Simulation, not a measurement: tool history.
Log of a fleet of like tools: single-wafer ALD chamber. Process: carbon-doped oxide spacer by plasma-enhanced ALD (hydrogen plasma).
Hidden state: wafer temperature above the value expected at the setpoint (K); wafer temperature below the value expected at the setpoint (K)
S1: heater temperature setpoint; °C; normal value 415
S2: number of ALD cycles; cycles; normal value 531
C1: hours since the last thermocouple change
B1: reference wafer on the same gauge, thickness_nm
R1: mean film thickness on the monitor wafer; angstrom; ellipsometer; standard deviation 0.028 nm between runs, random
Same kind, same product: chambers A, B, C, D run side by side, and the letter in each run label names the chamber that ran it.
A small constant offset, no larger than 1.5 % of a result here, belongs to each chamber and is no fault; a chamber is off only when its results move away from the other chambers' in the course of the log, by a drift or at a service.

| run | hour | S1 | S2 | C1 | B1 | R1 |
|---|---|---|---|---|---|---|
| 1B | 5.0 | 415 | 531 | 789.2 | 30.390 | 250.70 |
| 2C | 9.6 | 415 | 531 | 1173.0 | 30.393 | 255.02 |
| 3D | 16.1 | 415 | 531 | 1352.1 | 30.383 | 254.97 |
| 4A | 20.9 | 415 | 531 | 2188.6 | 30.376 | 254.06 |
| 5A | 28.1 | 415 | 531 | 2195.8 | 30.375 | 253.00 |
| 6C | 32.3 | 415 | 531 | 1195.7 | 30.371 | 254.42 |
| 7D | 38.2 | 415 | 531 | 1374.2 | 30.364 | 254.82 |
| 8B | 44.1 | 415 | 531 | 828.3 | 30.360 | 250.26 |
| 9B | 49.4 | 401 | 531 | 833.6 | 30.353 | 261.08 |
| 10C | 52.9 | 401 | 531 | 1216.3 | 30.358 | 265.86 |
| 11D | 58.4 | 401 | 531 | 1394.4 | 30.337 | 265.70 |
| 12A | 63.2 | 401 | 531 | 2230.9 | 30.334 | 264.77 |
| 13D | 70.6 | 415 | 531 | 1406.6 | 30.334 | 254.82 |
| 14A | 74.3 | 415 | 531 | 2242.0 | 30.339 | 252.79 |
| 15B | 79.7 | 415 | 531 | 863.9 | 30.325 | 249.93 |
| 16C | 86.9 | 415 | 531 | 1250.3 | 30.319 | 254.63 |
| 17D | 94.4 | 415 | 531 | 1430.4 | 30.306 | 254.38 |
| 18C | 101.8 | 415 | 531 | 1265.2 | 30.305 | 253.90 |
| 19B | 105.4 | 415 | 531 | 889.6 | 30.288 | 249.63 |
| 20A | 108.8 | 415 | 531 | 2276.5 | 30.293 | 253.30 |
| 21A | 115.9 | 415 | 531 | 2283.6 | 30.301 | 253.36 |
| 22C | 121.8 | 415 | 531 | 1285.2 | 30.284 | 254.04 |
| 23D | 127.0 | 415 | 531 | 1463.0 | 30.278 | 254.07 |
| 24B | 134.5 | 415 | 531 | 918.7 | 30.275 | 249.38 |
| 25D | 140.9 | 415 | 531 | 1476.9 | 30.265 | 254.39 |

Next, every chamber runs the same settings. What will each give?
| 26A | 146.3 | 415 | 531 |  |  | ? |
| 26B | 146.3 | 415 | 531 |  |  | ? |
| 26C | 146.3 | 415 | 531 |  |  | ? |
| 26D | 146.3 | 415 | 531 |  |  | ? |

| run | R1 |
|---|---|
| 26A | 252.59 |
| 26B | 249.48 |
| 26C | 253.90 |
| 26D | 254.13 |

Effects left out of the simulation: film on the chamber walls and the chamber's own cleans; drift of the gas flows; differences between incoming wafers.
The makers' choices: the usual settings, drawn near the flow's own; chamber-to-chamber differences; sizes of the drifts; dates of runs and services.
